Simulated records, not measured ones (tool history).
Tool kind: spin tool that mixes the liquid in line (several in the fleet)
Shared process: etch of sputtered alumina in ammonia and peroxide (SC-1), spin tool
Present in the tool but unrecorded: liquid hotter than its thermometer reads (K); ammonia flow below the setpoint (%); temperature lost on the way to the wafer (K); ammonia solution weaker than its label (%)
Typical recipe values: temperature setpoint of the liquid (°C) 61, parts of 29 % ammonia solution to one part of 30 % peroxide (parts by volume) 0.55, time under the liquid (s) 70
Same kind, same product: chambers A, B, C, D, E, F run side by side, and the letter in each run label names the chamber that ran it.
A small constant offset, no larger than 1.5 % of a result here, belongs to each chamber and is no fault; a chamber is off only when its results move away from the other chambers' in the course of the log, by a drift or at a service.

run   hour  temperature setpoint of the liquid (°C)  parts of 29 % ammonia solution to one part of 30 % peroxide (parts by volume)  time under the liquid (s)  hours since the thermometer was replaced  hours since the ammonia flow meter was replaced  hours since the heated supply line was repaired  hours since the drum of ammonia solution was connected  read-back film thickness of the sputtered alumina reference wafer, read on the same gauge (nm)  thickness taken off the sputtered alumina on a monitor wafer (nm)
 1B    9.1                                       61                                                                           0.55                         70                                    1143.3                                               24                                           2038.6                                                   185.5                                                                                          90.008                                                             5.0018
 2D   18.9                                       61                                                                           0.55                         70                                    1311.5                                            481.3                                              740                                                   185.9                                                                                          90.002                                                             5.0384
 3A   29.2                                       61                                                                           0.55                         70                                     125.4                                            560.6                                            811.5                                                     998                                                                                          89.996                                                             4.9925
 4E   35.3                                       61                                                                           0.55                         70                                    1546.7                                            459.9                                            310.3                                                   284.9                                                                                          90.001                                                             5.0888
 5F   41.5                                       61                                                                           0.55                         70                                    1466.7                                           1673.1                                            567.2                                                   413.5                                                                                          89.994                                                             5.0258
      45.3  -- chamber F: thermometer replaced
 6C   49.9                                       61                                                                           0.55                         70                                    1566.3                                           1207.8                                            293.9                                                   576.5                                                                                          89.962                                                             5.0508
 7F   60.7                                       61                                                                           0.55                         70                                      15.5                                           1692.3                                            586.4                                                   432.7                                                                                          90.016                                                             5.0503
      61.4  -- chamber D: heated supply line repaired
 8A   71.2                                       61                                                                           0.55                         70                                     167.4                                            602.6                                            853.5                                                    1040                                                                                          89.994                                                             4.9873
 9C   81.7                                       61                                                                           0.55                         70                                    1598.1                                           1239.6                                            325.7                                                   608.3                                                                                          89.998                                                              5.028
10D   91.8                                       61                                                                           0.55                         70                                    1384.4                                            554.2                                             30.4                                                   258.8                                                                                          90.005                                                             5.0062
      97.7  -- chamber B: new drum of ammonia solution connected
11B   99.9                                       61                                                                           0.55                         70                                    1234.1                                            114.8                                           2129.4                                                     2.2                                                                                          89.985                                                             5.0284
12E  109.2                                       61                                                                           0.55                         70                                    1620.6                                            533.8                                            384.2                                                   358.8                                                                                          89.989                                                             5.0254
     111.8  -- chamber C: new drum of ammonia solution connected
13A  116.9                                       61                                                                           0.55                         70                                     213.1                                            648.3                                            899.2                                                  1085.7                                                                                          90.011                                                              4.989
     117.5  -- chamber A: new drum of ammonia solution connected
14B  126.8                                       61                                                                           0.55                         70                                      1261                                            141.7                                           2156.3                                                    29.1                                                                                          90.003                                                             4.9772
15C  134.3                                     67.5                                                                            0.8                         70                                    1650.7                                           1292.2                                            378.3                                                    22.6                                                                                          89.978                                                             7.2291
16D  142.4                                     67.5                                                                            0.8                         70                                      1435                                            604.8                                               81                                                   309.4                                                                                          90.018                                                             7.2299
     147.3  -- chamber A: ammonia flow meter replaced
17F  151.4                                     67.5                                                                            0.8                         70                                     106.2                                             1783                                            677.1                                                   523.4                                                                                          89.981                                                             7.2991
18E  159.3                                     67.5                                                                            0.8                         70                                    1670.7                                            583.9                                            434.3                                                   408.9                                                                                          90.001                                                             7.1432
19E    167                                     67.5                                                                            0.8                         70                                    1678.4                                            591.6                                              442                                                   416.6                                                                                          90.001                                                             7.1271
     170.7  -- chamber E: new drum of ammonia solution connected
20B  177.7                                     67.5                                                                            0.8                         70                                    1311.9                                            192.6                                           2207.2                                                      80                                                                                          89.995                                                              7.204
21F  187.1                                       61                                                                           0.55                         70                                     141.9                                           1818.7                                            712.8                                                   559.1                                                                                          89.982                                                             5.0447
22A  192.1                                       61                                                                           0.55                         70                                     288.3                                             44.9                                            974.4                                                    74.6                                                                                          89.988                                                              4.972
23C  200.7                                       61                                                                           0.55                         70                                    1717.1                                           1358.6                                            444.7                                                      89                                                                                          89.991                                                             5.0478
     206.8  -- chamber C: ammonia flow meter replaced
24D  211.5                                       61                                                                           0.55                         70                                    1504.1                                            673.9                                            150.1                                                   378.5                                                                                              90                                                              4.948
25F  217.3                                       61                                                                           0.55                         70                                     172.1                                           1848.9                                              743                                                   589.3                                                                                          89.996                                                             5.0631
26B  225.6                                       61                                                                            0.3                         50                                    1359.8                                            240.5                                           2255.1                                                   127.9                                                                                          89.985                                                             3.4307
27D  231.7                                       61                                                                            0.3                         50                                    1524.3                                            694.1                                            170.3                                                   398.7                                                                                          90.029                                                             3.3948
     233.7  -- chamber F: new drum of ammonia solution connected
     235.6  -- chamber F: ammonia flow meter replaced
28C  237.1                                       61                                                                            0.3                         50                                    1753.5                                             30.4                                            481.1                                                   125.4                                                                                          90.015                                                             3.4114
29E  244.9                                       61                                                                            0.3                         50                                    1756.3                                            669.5                                            519.9                                                    74.3                                                                                          90.011                                                             3.3978
30A  254.1                                       61                                                                            0.3                         50                                     350.3                                            106.9                                           1036.4                                                   136.6                                                                                          90.008                                                             3.3321
31D  263.6                                       61                                                                            0.3                         50                                    1556.2                                              726                                            202.2                                                   430.6                                                                                          90.023                                                             3.4181
32F  273.3                                       68                                                                           0.55                         70                                     228.1                                             37.7                                              799                                                    39.7                                                                                           90.01                                                             7.2683
     279.2  -- chamber E: heated supply line repaired
33C  284.2                                       68                                                                           0.55                         70                                    1800.6                                             77.5                                            528.2                                                   172.5                                                                                          90.012                                                             7.1512
34A  289.6                                       68                                                                           0.55                         70                                     385.8                                            142.4                                           1071.9                                                   172.1                                                                                          90.005                                                             7.1022
35B  299.4                                       68                                                                           0.55                         70                                    1433.6                                            314.3                                           2328.9                                                   201.7                                                                                          90.001                                                             7.0511
36E    306                                       68                                                                           0.55                         70                                    1817.4                                            730.6                                             26.8                                                   135.4                                                                                              90                                                             7.0769
37F  310.9                                       68                                                                           0.55                         70                                     265.7                                             75.3                                            836.6                                                    77.3                                                                                          89.999                                                             7.1216
38C    318                                       61                                                                           0.55                         70                                    1834.4                                            111.3                                              562                                                   206.3                                                                                          89.997                                                             5.0158
39A  325.7                                       61                                                                           0.55                         70                                     421.9                                            178.5                                             1108                                                   208.2                                                                                          89.989                                                             4.9962
40D  332.2                                       61                                                                           0.35                         50                                    1624.8                                            794.6                                            270.8                                                   499.2                                                                                          89.985                                                             3.4341
41E  338.7                                       61                                                                           0.35                         50                                    1850.1                                            763.3                                             59.5                                                   168.1                                                                                          90.001                                                             3.4246
42B  344.1                                       61                                                                           0.35                         50                                    1478.3                                              359                                           2373.6                                                   246.4                                                                                          90.014                                                              3.452
43F  355.1                                       61                                                                           0.35                         50                                     309.9                                            119.5                                            880.8                                                   121.5                                                                                          90.018                                                             3.4147

All 6 chambers run these settings next. Forecast each chamber's results:
44A   363                                       61                                                                           0.55                         70                                                                                                                                                                                                                                                                                                                                                                      ?
44B   363                                       61                                                                           0.55                         70                                                                                                                                                                                                                                                                                                                                                                      ?
44C   363                                       61                                                                           0.55                         70                                                                                                                                                                                                                                                                                                                                                                      ?
44D   363                                       61                                                                           0.55                         70                                                                                                                                                                                                                                                                                                                                                                      ?
44E   363                                       61                                                                           0.55                         70                                                                                                                                                                                                                                                                                                                                                                      ?
44F   363                                       61                                                                           0.55                         70                                                                                                                                                                                                                                                                                                                                                                      ?

run  thickness taken off the sputtered alumina on a monitor wafer (nm)
44A                                                             4.9682
44B                                                             4.9877
44C                                                             5.0148
44D                                                             4.9655
44E                                                             5.0195
44F                                                             5.0529
